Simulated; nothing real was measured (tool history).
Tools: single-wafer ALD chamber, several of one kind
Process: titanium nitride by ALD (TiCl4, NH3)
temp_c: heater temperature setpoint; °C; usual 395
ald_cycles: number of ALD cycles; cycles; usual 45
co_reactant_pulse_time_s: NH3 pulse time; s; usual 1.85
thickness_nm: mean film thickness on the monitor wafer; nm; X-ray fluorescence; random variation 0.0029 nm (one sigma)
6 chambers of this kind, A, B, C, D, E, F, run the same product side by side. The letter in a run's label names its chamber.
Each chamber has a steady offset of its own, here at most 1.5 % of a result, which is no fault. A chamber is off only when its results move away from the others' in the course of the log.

run	hour	temp_c	ald_cycles	co_reactant_pulse_time_s	read-back reference wafer on the same gauge, thickness_nm	thickness_nm
1D	11.4	395	45	1.85	1.0471	0.98594
2C	19.1	395	45	1.85	1.0469	0.98185
3A	27.1	395	45	1.85	1.0472	0.99686
4E	34.7	395	45	1.85	1.0469	0.98190
5B	42.0	395	45	1.85	1.0467	0.98387
6F	51.2	395	45	1.85	1.0470	0.99129
7A	60.6	395	45	1.85	1.0466	0.99751
8B	69.6	395	45	1.85	1.0474	0.98169
9F	77.4	395	45	1.85	1.0465	0.98725
10D	86.4	395	45	1.39	1.0472	0.97143
11E	94.5	395	45	1.39	1.0472	0.96241
12C	106.7	395	45	1.39	1.0476	0.96801
13D	112.5	395	45	1.39	1.0472	0.97369
14B	120.1	395	45	1.39	1.0470	0.97249
15C	130.5	395	45	1.39	1.0471	0.96328
16E	137.5	395	45	1.85	1.0471	0.98201
17A	146.8	395	45	1.85	1.0464	1.00150
18F	153.0	395	45	1.85	1.0472	0.99157
19D	161.6	395	41	1.85	1.0463	0.89749
20F	168.3	395	41	1.85	1.0477	0.90190
21A	178.4	395	41	1.85	1.0463	0.91085
# hour 180.2: chamber E: thermocouple changed; heater temperature recalibrated
22C	190.4	395	41	1.85	1.0467	0.89483
23E	201.0	395	41	1.85	1.0468	0.88795
24B	209.4	395	41	1.85	1.0477	0.90189
25E	219.4	395	45	1.85	1.0472	0.97805
26B	227.2	395	45	1.85	1.0467	0.98440
27F	239.3	395	45	1.85	1.0470	0.98954
28C	251.2	395	45	1.85	1.0471	0.98280
29A	263.0	395	45	1.85	1.0467	1.00350
30D	273.5	395	45	1.85	1.0475	0.98239
31F	282.4	395	45	1.85	1.0470	0.98814
32D	292.4	395	45	1.85	1.0466	0.98641
33E	298.3	395	45	1.85	1.0476	0.98031
34C	310.0	395	45	1.85	1.0473	0.98257
35B	316.8	395	45	1.85	1.0477	0.98796
36A	323.6	395	45	1.85	1.0470	1.00060
# hour 325.3: chamber C: thermocouple changed; heater temperature recalibrated
37F	335.3	395	45	1.85	1.0475	0.99353
38C	345.0	395	45	1.85	1.0470	0.98450
39E	356.7	395	45	1.85	1.0470	0.97310
40A	364.2	395	45	1.85	1.0473	0.99888
41D	376.4	395	45	1.85	1.0477	0.98799

All 6 chambers run these settings next. Forecast each chamber's results:
42A	385.1	395	45	1.85		?
42B	385.1	395	45	1.85		?
42C	385.1	395	45	1.85		?
42D	385.1	395	45	1.85		?
42E	385.1	395	45	1.85		?
42F	385.1	395	45	1.85		?

run	thickness_nm
42A	1.00120
42B	0.98416
42C	0.98392
42D	0.98827
42E	0.97973
42F	0.98986

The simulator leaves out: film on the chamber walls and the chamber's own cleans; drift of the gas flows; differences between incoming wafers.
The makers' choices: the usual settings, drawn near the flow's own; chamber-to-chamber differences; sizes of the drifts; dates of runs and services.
